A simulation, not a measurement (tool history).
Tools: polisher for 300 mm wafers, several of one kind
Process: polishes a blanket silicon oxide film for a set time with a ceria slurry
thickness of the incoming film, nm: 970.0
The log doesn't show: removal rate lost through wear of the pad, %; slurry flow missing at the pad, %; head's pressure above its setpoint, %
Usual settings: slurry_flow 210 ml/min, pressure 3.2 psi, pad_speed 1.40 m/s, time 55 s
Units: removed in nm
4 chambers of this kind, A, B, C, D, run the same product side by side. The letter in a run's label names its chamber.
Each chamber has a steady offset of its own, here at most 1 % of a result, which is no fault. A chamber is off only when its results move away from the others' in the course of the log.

run,hour,slurry_flow,pressure,pad_speed,time,wafers polished on this pad,hours since the slurry nozzle was cleaned,hours since the head pressure was calibrated,removed
1B,6.4,210,3.2,1.40,55,1021,28.1,852.8,389.55
# hour 13.1: chamber C: worn pad replaced by a new one
2D,14.4,210,3.2,1.40,55,136,268.3,848.5,389.98
3C,25.0,210,3.2,1.40,55,106,322.5,285.9,382.60
4A,33.2,210,3.2,1.40,55,474,491.7,547.7,384.78
# hour 38.6: chamber D: slurry nozzle cleaned
5C,41.8,210,3.2,1.40,55,255,339.3,302.7,385.02
6A,48.1,210,3.2,1.40,55,607,506.6,562.6,381.51
7B,55.1,270,3.2,1.12,55,1454,76.8,901.5,316.16
# hour 55.2: chamber D: worn pad replaced by a new one
# hour 56.4: chamber B: worn pad replaced by a new one
8D,59.8,270,3.2,1.12,55,41,21.3,893.9,317.90
9A,64.7,270,3.2,1.12,55,755,523.2,579.2,311.93
10C,70.2,270,3.2,1.12,55,508,367.7,331.1,316.97
11D,78.0,210,3.2,1.40,55,203,39.5,912.1,395.83
# hour 84.6: chamber A: worn pad replaced by a new one
12B,86.2,210,3.2,1.40,55,265,107.9,932.6,389.26
13A,94.3,210,3.2,1.40,55,86,552.8,608.8,381.66
# hour 98.5: chamber C: slurry nozzle cleaned
14B,100.3,210,3.2,1.40,55,391,122.0,946.7,388.22
# hour 100.7: chamber A: slurry nozzle cleaned
# hour 102.7: chamber A: head pressure recalibrated
15D,108.4,210,3.2,1.40,55,473,69.9,942.5,382.38
16C,113.5,210,3.2,1.40,55,894,15.0,374.4,389.92
# hour 118.5: chamber D: worn pad replaced by a new one
17C,120.3,210,3.2,1.40,55,954,21.8,381.2,379.45
# hour 125.2: chamber B: head pressure recalibrated
18D,130.0,210,3.2,1.40,55,102,91.5,964.1,386.18
19B,136.0,210,3.2,1.40,55,708,157.7,10.8,385.77
# hour 139.5: chamber C: worn pad replaced by a new one
20A,146.6,210,3.2,1.40,55,552,45.9,43.9,413.01
21C,157.2,210,3.2,1.40,55,158,58.7,418.1,384.49
22D,163.8,210,3.2,1.40,55,403,125.3,997.9,382.60
23B,171.1,210,3.2,1.40,55,1021,192.8,45.9,390.18
24A,177.9,210,3.2,1.40,55,831,77.2,75.2,411.99
# hour 181.3: chamber D: worn pad replaced by a new one
# hour 182.9: chamber A: worn pad replaced by a new one
25C,184.1,210,3.2,1.00,55,397,85.6,445.0,271.14
26D,189.7,210,3.2,1.00,55,75,151.2,1023.8,276.03
27B,200.4,210,3.2,1.00,55,1282,222.1,75.2,273.95
28A,210.3,210,3.2,1.00,55,244,109.6,107.6,295.08

Is one chamber off against the others, does the gauge drift, or is nothing wrong? If a chamber is off, say which, and what the likeliest cause is.

A service left chamber A off against the others.
Cause: head's pressure above its setpoint, % = 8.62.

Here are 4 candidates for chamber A's next run, each the usual settings with a change, their results left as question marks. Which one brings its results back in line with what the others give on the usual settings?
In line means no further than this from the other chambers' mean on the usual settings: removed 14.00 nm
29A-1,218.1,210,3.3,1.46,55,,,,?
29A-2,218.1,210,3.2,1.40,51,,,,?
29A-3,218.1,210,3.0,1.32,52,,,,?
29A-4,218.1,210,3.2,1.68,55,,,,?

The other chambers' mean on the usual settings: removed 383.51 nm
run,removed
29A-1,448.99
29A-2,387.21
29A-3,349.20
29A-4,501.58
29A-2 brings the chamber back in line.
